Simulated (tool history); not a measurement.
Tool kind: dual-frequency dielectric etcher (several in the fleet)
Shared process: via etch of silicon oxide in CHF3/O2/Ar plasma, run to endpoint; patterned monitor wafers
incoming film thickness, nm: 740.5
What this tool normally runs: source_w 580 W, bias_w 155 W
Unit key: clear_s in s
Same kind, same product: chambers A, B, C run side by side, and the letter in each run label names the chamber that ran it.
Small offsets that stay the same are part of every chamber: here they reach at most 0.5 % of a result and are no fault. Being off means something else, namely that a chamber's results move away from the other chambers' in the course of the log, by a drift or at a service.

Run 1B, hour 3.8: usual settings. Result: clear_s 396.25 s.
Run 2C, hour 7.2: usual settings. Result: clear_s 398.69 s.
Run 3A, hour 11.6: usual settings. Result: clear_s 398.36 s.
Run 4C, hour 16.2: usual settings. Result: clear_s 398.57 s.
Run 5B, hour 20.9: usual settings. Result: clear_s 398.02 s.
Run 6A, hour 26.6: usual settings. Result: clear_s 399.25 s.
Run 7A, hour 33.2: usual settings. Result: clear_s 399.19 s.
Run 8B, hour 38.2: usual settings. Result: clear_s 399.97 s.
Run 9C, hour 41.3: usual settings. Result: clear_s 394.12 s.
Run 10A, hour 44.2: usual settings. Result: clear_s 398.99 s.
Run 11C, hour 48.8: usual settings. Result: clear_s 391.73 s.
Run 12B, hour 53.3: usual settings. Result: clear_s 398.51 s.
Run 13A, hour 58.7: usual settings. Result: clear_s 400.39 s.
Run 14C, hour 63.8: usual settings but source_w 650 W, bias_w 141 W. Result: clear_s 386.85 s.
Run 15B, hour 67.4: usual settings but source_w 650 W, bias_w 141 W. Result: clear_s 393.68 s.
Run 16A, hour 71.8: usual settings but source_w 650 W, bias_w 141 W. Result: clear_s 395.88 s.
Run 17C, hour 78.3: usual settings. Result: clear_s 387.88 s.
Run 18B, hour 81.9: usual settings. Result: clear_s 398.8 s.
Run 19B, hour 88.6: usual settings. Result: clear_s 398.93 s.
Run 20C, hour 95.3: usual settings. Result: clear_s 383.88 s.

All 3 chambers run these settings next. Forecast each chamber's results:
Run 21A, hour 100.2: usual settings but source_w 650 W. Result: clear_s ?.
Run 21B, hour 100.2: usual settings but source_w 650 W. Result: clear_s ?.
Run 21C, hour 100.2: usual settings but source_w 650 W. Result: clear_s ?.

run  clear_s
21A   381.99
21B    379.6
21C   367.75
